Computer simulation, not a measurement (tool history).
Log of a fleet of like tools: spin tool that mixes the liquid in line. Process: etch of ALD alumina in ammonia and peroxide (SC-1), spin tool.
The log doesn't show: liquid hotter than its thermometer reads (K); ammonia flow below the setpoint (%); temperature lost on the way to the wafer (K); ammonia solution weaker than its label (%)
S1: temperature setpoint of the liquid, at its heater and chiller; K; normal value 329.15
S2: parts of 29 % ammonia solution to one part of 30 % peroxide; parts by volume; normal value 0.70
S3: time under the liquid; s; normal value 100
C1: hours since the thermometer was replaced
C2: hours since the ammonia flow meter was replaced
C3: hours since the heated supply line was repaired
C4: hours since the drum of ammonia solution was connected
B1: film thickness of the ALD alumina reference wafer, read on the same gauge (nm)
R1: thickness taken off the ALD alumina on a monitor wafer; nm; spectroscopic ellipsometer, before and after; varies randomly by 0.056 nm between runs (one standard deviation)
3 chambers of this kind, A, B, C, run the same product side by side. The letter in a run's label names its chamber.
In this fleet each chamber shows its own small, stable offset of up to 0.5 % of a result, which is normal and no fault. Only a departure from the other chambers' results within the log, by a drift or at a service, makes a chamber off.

{"run": "1B", "hour": 6.9, "S1": 329.15, "S2": 0.7, "S3": 100, "C1": 1315.1, "C2": 1884.8, "C3": 1534.6, "C4": 166.4, "B1": 79.992, "R1": 8.3989}
{"run": "2A", "hour": 11.4, "S1": 329.15, "S2": 0.7, "S3": 100, "C1": 389.5, "C2": 1250.4, "C3": 430.7, "C4": 122.3, "B1": 80.007, "R1": 8.5151}
{"run": "3C", "hour": 18.5, "S1": 329.15, "S2": 0.7, "S3": 100, "C1": 909.2, "C2": 646.6, "C3": 323.0, "C4": 677.4, "B1": 80.019, "R1": 8.5007}
{"run": "4C", "hour": 26.5, "S1": 329.15, "S2": 0.7, "S3": 100, "C1": 917.2, "C2": 654.6, "C3": 331.0, "C4": 685.4, "B1": 79.982, "R1": 8.3758}
{"run": "5A", "hour": 33.8, "S1": 329.15, "S2": 0.7, "S3": 100, "C1": 411.9, "C2": 1272.8, "C3": 453.1, "C4": 144.7, "B1": 79.992, "R1": 8.4365}
{"run": "6B", "hour": 39.7, "S1": 329.15, "S2": 0.7, "S3": 100, "C1": 1347.9, "C2": 1917.6, "C3": 1567.4, "C4": 199.2, "B1": 79.99, "R1": 8.4647}
{"run": "7A", "hour": 46.4, "S1": 329.15, "S2": 0.95, "S3": 100, "C1": 424.5, "C2": 1285.4, "C3": 465.7, "C4": 157.3, "B1": 80.005, "R1": 8.7323}
{"run": "8C", "hour": 54.7, "S1": 329.15, "S2": 0.95, "S3": 100, "C1": 945.4, "C2": 682.8, "C3": 359.2, "C4": 713.6, "B1": 80.0, "R1": 8.7534}
{"run": "9B", "hour": 59.0, "S1": 329.15, "S2": 0.95, "S3": 100, "C1": 1367.2, "C2": 1936.9, "C3": 1586.7, "C4": 218.5, "B1": 79.993, "R1": 8.9496}
{"run": "10C", "hour": 67.1, "S1": 329.15, "S2": 0.7, "S3": 100, "C1": 957.8, "C2": 695.2, "C3": 371.6, "C4": 726.0, "B1": 79.996, "R1": 8.4246}
{"run": "11A", "hour": 74.7, "S1": 329.15, "S2": 0.7, "S3": 100, "C1": 452.8, "C2": 1313.7, "C3": 494.0, "C4": 185.6, "B1": 79.999, "R1": 8.4908}
{"run": "12B", "hour": 80.4, "S1": 329.15, "S2": 0.7, "S3": 100, "C1": 1388.6, "C2": 1958.3, "C3": 1608.1, "C4": 239.9, "B1": 80.014, "R1": 8.7017}
{"run": "13A", "hour": 86.8, "S1": 329.15, "S2": 0.7, "S3": 50, "C1": 464.9, "C2": 1325.8, "C3": 506.1, "C4": 197.7, "B1": 80.011, "R1": 4.2273}
{"run": "14B", "hour": 94.1, "S1": 329.15, "S2": 0.7, "S3": 50, "C1": 1402.3, "C2": 1972.0, "C3": 1621.8, "C4": 253.6, "B1": 80.006, "R1": 4.3712}
{"run": "15C", "hour": 98.1, "S1": 329.15, "S2": 0.7, "S3": 50, "C1": 988.8, "C2": 726.2, "C3": 402.6, "C4": 757.0, "B1": 80.01, "R1": 4.2698}
{"run": "16B", "hour": 103.7, "S1": 329.15, "S2": 0.7, "S3": 100, "C1": 1411.9, "C2": 1981.6, "C3": 1631.4, "C4": 263.2, "B1": 80.016, "R1": 8.8027}
{"run": "17C", "hour": 108.3, "S1": 329.15, "S2": 0.7, "S3": 100, "C1": 999.0, "C2": 736.4, "C3": 412.8, "C4": 767.2, "B1": 79.991, "R1": 8.5004}
{"run": "18A", "hour": 116.5, "S1": 329.15, "S2": 0.9, "S3": 100, "C1": 494.6, "C2": 1355.5, "C3": 535.8, "C4": 227.4, "B1": 79.963, "R1": 8.6684}
{"run": "19B", "hour": 120.3, "S1": 329.15, "S2": 0.9, "S3": 100, "C1": 1428.5, "C2": 1998.2, "C3": 1648.0, "C4": 279.8, "B1": 79.991, "R1": 9.0711}
{"run": "20C", "hour": 128.0, "S1": 329.15, "S2": 0.9, "S3": 100, "C1": 1018.7, "C2": 756.1, "C3": 432.5, "C4": 786.9, "B1": 80.0, "R1": 8.7342}
{"run": "21A", "hour": 134.6, "S1": 329.15, "S2": 0.7, "S3": 100, "C1": 512.7, "C2": 1373.6, "C3": 553.9, "C4": 245.5, "B1": 79.985, "R1": 8.4658}

Has any chamber moved away from the others, gradually or after a service, or does the common gauge drift, or do the chambers differ only by their own small steady offsets? State the chamber and the most likely cause if one applies.

Little by little, chamber B moves away from the other chambers.
What lies behind it: liquid hotter than its thermometer reads (K) = 1.27.

Which of the 4 candidates below, each the usual settings with something changed and its results left as question marks, puts chamber B back in line with what the other chambers give on the usual settings?
Counts as in line when no further than this from what the other chambers average on the usual settings: R1 0.2000 nm
{"run": "22B-1", "hour": 140.6, "S1": 329.15, "S2": 0.7, "S3": 105, "R1": "?"}
{"run": "22B-2", "hour": 140.6, "S1": 329.15, "S2": 0.8, "S3": 100, "R1": "?"}
{"run": "22B-3", "hour": 140.6, "S1": 329.15, "S2": 0.6, "S3": 100, "R1": "?"}
{"run": "22B-4", "hour": 140.6, "S1": 328.15, "S2": 0.7, "S3": 100, "R1": "?"}

The other chambers' mean on the usual settings: R1 8.4817 nm
run=22B-1 R1=9.4603
run=22B-2 R1=9.1228
run=22B-3 R1=8.8814
run=22B-4 R1=8.5492
22B-4 brings the chamber back in line.

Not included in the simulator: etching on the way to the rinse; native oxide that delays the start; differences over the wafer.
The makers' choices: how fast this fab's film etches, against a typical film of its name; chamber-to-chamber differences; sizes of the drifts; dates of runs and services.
